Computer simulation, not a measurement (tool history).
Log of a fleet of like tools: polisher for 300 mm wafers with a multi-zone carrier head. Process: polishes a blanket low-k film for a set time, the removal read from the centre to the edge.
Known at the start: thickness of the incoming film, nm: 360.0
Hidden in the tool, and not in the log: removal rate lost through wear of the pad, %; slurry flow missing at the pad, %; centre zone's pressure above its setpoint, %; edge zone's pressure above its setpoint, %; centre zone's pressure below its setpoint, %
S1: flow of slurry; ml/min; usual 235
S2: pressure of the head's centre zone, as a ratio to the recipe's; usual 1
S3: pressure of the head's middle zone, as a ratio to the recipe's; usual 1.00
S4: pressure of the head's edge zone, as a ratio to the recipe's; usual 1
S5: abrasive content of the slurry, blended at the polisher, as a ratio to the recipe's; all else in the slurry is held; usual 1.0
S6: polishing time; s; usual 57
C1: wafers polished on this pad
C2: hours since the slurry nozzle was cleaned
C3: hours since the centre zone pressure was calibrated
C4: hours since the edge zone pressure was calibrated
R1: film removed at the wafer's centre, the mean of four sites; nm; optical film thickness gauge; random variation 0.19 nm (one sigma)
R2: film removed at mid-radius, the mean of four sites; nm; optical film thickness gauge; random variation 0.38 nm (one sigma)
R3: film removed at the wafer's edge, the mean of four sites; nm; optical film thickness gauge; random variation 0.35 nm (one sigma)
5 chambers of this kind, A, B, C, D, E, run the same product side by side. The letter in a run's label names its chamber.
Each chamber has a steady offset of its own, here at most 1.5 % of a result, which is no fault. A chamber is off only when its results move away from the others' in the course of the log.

| run | hour | S1 | S2 | S3 | S4 | S5 | S6 | C1 | C2 | C3 | C4 | R1 | R2 | R3 |
|---|---|---|---|---|---|---|---|---|---|---|---|---|---|---|
| 1A | 6.4 | 235 | 1 | 1.00 | 1 | 1.0 | 57 | 399 | 452.4 | 516.0 | 348.8 | 28.486 | 28.472 | 28.396 |
| 2C | 13.7 | 235 | 1 | 1.00 | 1 | 1.0 | 57 | 788 | 255.9 | 553.4 | 27.1 | 28.880 | 28.570 | 28.205 |
|  | 15.7 | chamber D: worn pad replaced by a new one |
| 3E | 20.2 | 235 | 1 | 1.00 | 1 | 1.0 | 57 | 748 | 225.5 | 1146.3 | 798.9 | 28.606 | 28.426 | 28.011 |
| 4B | 24.9 | 235 | 1 | 1.00 | 1 | 1.0 | 57 | 404 | 490.3 | 794.8 | 674.8 | 28.805 | 28.636 | 28.284 |
| 5D | 32.2 | 235 | 1 | 1.00 | 1 | 1.0 | 57 | 157 | 382.4 | 377.2 | 679.3 | 28.539 | 29.327 | 28.884 |
| 6A | 36.7 | 235 | 1 | 1.00 | 1 | 1.0 | 57 | 688 | 482.7 | 546.3 | 379.1 | 28.783 | 28.819 | 28.430 |
| 7B | 41.6 | 235 | 1 | 1.00 | 1 | 1.0 | 57 | 564 | 507.0 | 811.5 | 691.5 | 28.726 | 28.805 | 28.169 |
| 8D | 47.5 | 235 | 1 | 1.00 | 1 | 1.0 | 57 | 303 | 397.7 | 392.5 | 694.6 | 28.560 | 28.959 | 28.645 |
| 9E | 53.8 | 235 | 1 | 1.00 | 1 | 1.0 | 57 | 1068 | 259.1 | 1179.9 | 832.5 | 28.208 | 28.205 | 28.159 |
|  | 54.8 | chamber B: worn pad replaced by a new one |
|  | 58.6 | chamber B: centre zone pressure recalibrated |
| 10C | 58.7 | 170 | 1 | 1.00 | 1 | 1.0 | 57 | 1218 | 300.9 | 598.4 | 72.1 | 27.007 | 27.808 | 27.865 |
|  | 60.0 | chamber C: worn pad replaced by a new one |
| 11B | 63.4 | 170 | 1 | 1.00 | 1 | 1.0 | 57 | 82 | 528.8 | 4.8 | 713.3 | 29.482 | 27.537 | 27.573 |
| 12D | 68.2 | 170 | 1 | 1.00 | 1 | 1.0 | 57 | 500 | 418.4 | 413.2 | 715.3 | 27.406 | 27.620 | 27.101 |
| 13A | 72.4 | 170 | 1 | 1.00 | 1 | 1.0 | 57 | 1028 | 518.4 | 582.0 | 414.8 | 27.016 | 27.536 | 27.454 |
| 14C | 79.4 | 170 | 1 | 1.00 | 1 | 1.0 | 57 | 185 | 321.6 | 619.1 | 92.8 | 27.133 | 26.779 | 27.385 |
| 15E | 83.2 | 235 | 1 | 1.00 | 1 | 1.0 | 57 | 1349 | 288.5 | 1209.3 | 861.9 | 28.500 | 28.487 | 28.574 |
|  | 88.4 | chamber D: edge zone pressure recalibrated |
| 16B | 89.5 | 235 | 1 | 1.00 | 1 | 1.0 | 57 | 330 | 554.9 | 30.9 | 739.4 | 31.015 | 28.974 | 28.739 |
| 17C | 93.3 | 235 | 1 | 1.09 | 1 | 1.0 | 38 | 317 | 335.5 | 633.0 | 106.7 | 19.076 | 21.206 | 18.825 |
|  | 95.0 | chamber E: worn pad replaced by a new one |
| 18E | 100.7 | 235 | 1 | 1.09 | 1 | 1.0 | 38 | 54 | 306.0 | 1226.8 | 879.4 | 19.024 | 20.792 | 18.394 |
| 19D | 104.8 | 235 | 1 | 1.09 | 1 | 1.0 | 38 | 850 | 455.0 | 449.8 | 16.5 | 19.301 | 20.315 | 19.085 |
|  | 107.3 | chamber D: worn pad replaced by a new one |
| 20A | 110.9 | 235 | 1 | 1.09 | 1 | 1.0 | 38 | 1396 | 556.9 | 620.5 | 453.3 | 18.851 | 21.236 | 18.530 |
| 21E | 116.5 | 235 | 1 | 1.09 | 1 | 1.0 | 38 | 205 | 321.8 | 1242.6 | 895.2 | 19.237 | 19.807 | 18.976 |
|  | 117.3 | chamber A: worn pad replaced by a new one |
|  | 122.8 | chamber B: worn pad replaced by a new one |
| 22A | 123.7 | 235 | 1 | 1.00 | 1 | 1.0 | 57 | 61 | 569.7 | 633.3 | 466.1 | 28.360 | 28.971 | 29.054 |
| 23D | 129.1 | 235 | 1 | 1.00 | 1 | 1.0 | 57 | 208 | 479.3 | 474.1 | 40.8 | 28.686 | 28.832 | 28.274 |
| 24C | 134.3 | 235 | 1 | 1.00 | 1 | 1.0 | 57 | 708 | 376.5 | 674.0 | 147.7 | 28.787 | 28.361 | 29.055 |
| 25B | 139.7 | 235 | 1 | 1.00 | 1 | 1.0 | 57 | 162 | 605.1 | 81.1 | 789.6 | 30.834 | 28.967 | 29.344 |
| 26B | 143.6 | 235 | 1 | 1.00 | 1 | 1.2 | 57 | 199 | 609.0 | 85.0 | 793.5 | 33.359 | 31.950 | 30.697 |
| 27A | 149.0 | 235 | 1 | 1.00 | 1 | 1.2 | 57 | 303 | 595.0 | 658.6 | 491.4 | 30.801 | 31.041 | 30.805 |
| 28C | 154.8 | 235 | 1 | 1.00 | 1 | 1.2 | 57 | 904 | 397.0 | 694.5 | 168.2 | 30.778 | 31.027 | 31.150 |
| 29D | 162.2 | 235 | 1 | 1.00 | 1 | 1.2 | 57 | 523 | 512.4 | 507.2 | 73.9 | 31.459 | 30.539 | 30.772 |
| 30E | 166.2 | 235 | 1 | 1.00 | 1 | 1.2 | 57 | 679 | 371.5 | 1292.3 | 944.9 | 30.660 | 30.896 | 30.695 |
| 31E | 170.1 | 235 | 1 | 1.00 | 1 | 1.0 | 57 | 716 | 375.4 | 1296.2 | 948.8 | 28.281 | 28.672 | 28.103 |
| 32B | 176.9 | 235 | 1 | 1.00 | 1 | 1.0 | 57 | 516 | 642.3 | 118.3 | 826.8 | 30.708 | 28.439 | 28.521 |

Next, every chamber runs the same settings. What will each give?
| 33A | 182.2 | 235 | 1 | 1.00 | 1 | 1.0 | 57 |  |  |  |  | ? | ? | ? |
| 33B | 182.2 | 235 | 1 | 1.00 | 1 | 1.0 | 57 |  |  |  |  | ? | ? | ? |
| 33C | 182.2 | 235 | 1 | 1.00 | 1 | 1.0 | 57 |  |  |  |  | ? | ? | ? |
| 33D | 182.2 | 235 | 1 | 1.00 | 1 | 1.0 | 57 |  |  |  |  | ? | ? | ? |
| 33E | 182.2 | 235 | 1 | 1.00 | 1 | 1.0 | 57 |  |  |  |  | ? | ? | ? |

| run | R1 | R2 | R3 |
|---|---|---|---|
| 33A | 28.549 | 28.920 | 29.116 |
| 33B | 30.727 | 28.472 | 28.456 |
| 33C | 28.413 | 29.263 | 28.888 |
| 33D | 28.667 | 29.225 | 28.437 |
| 33E | 28.507 | 28.557 | 28.567 |

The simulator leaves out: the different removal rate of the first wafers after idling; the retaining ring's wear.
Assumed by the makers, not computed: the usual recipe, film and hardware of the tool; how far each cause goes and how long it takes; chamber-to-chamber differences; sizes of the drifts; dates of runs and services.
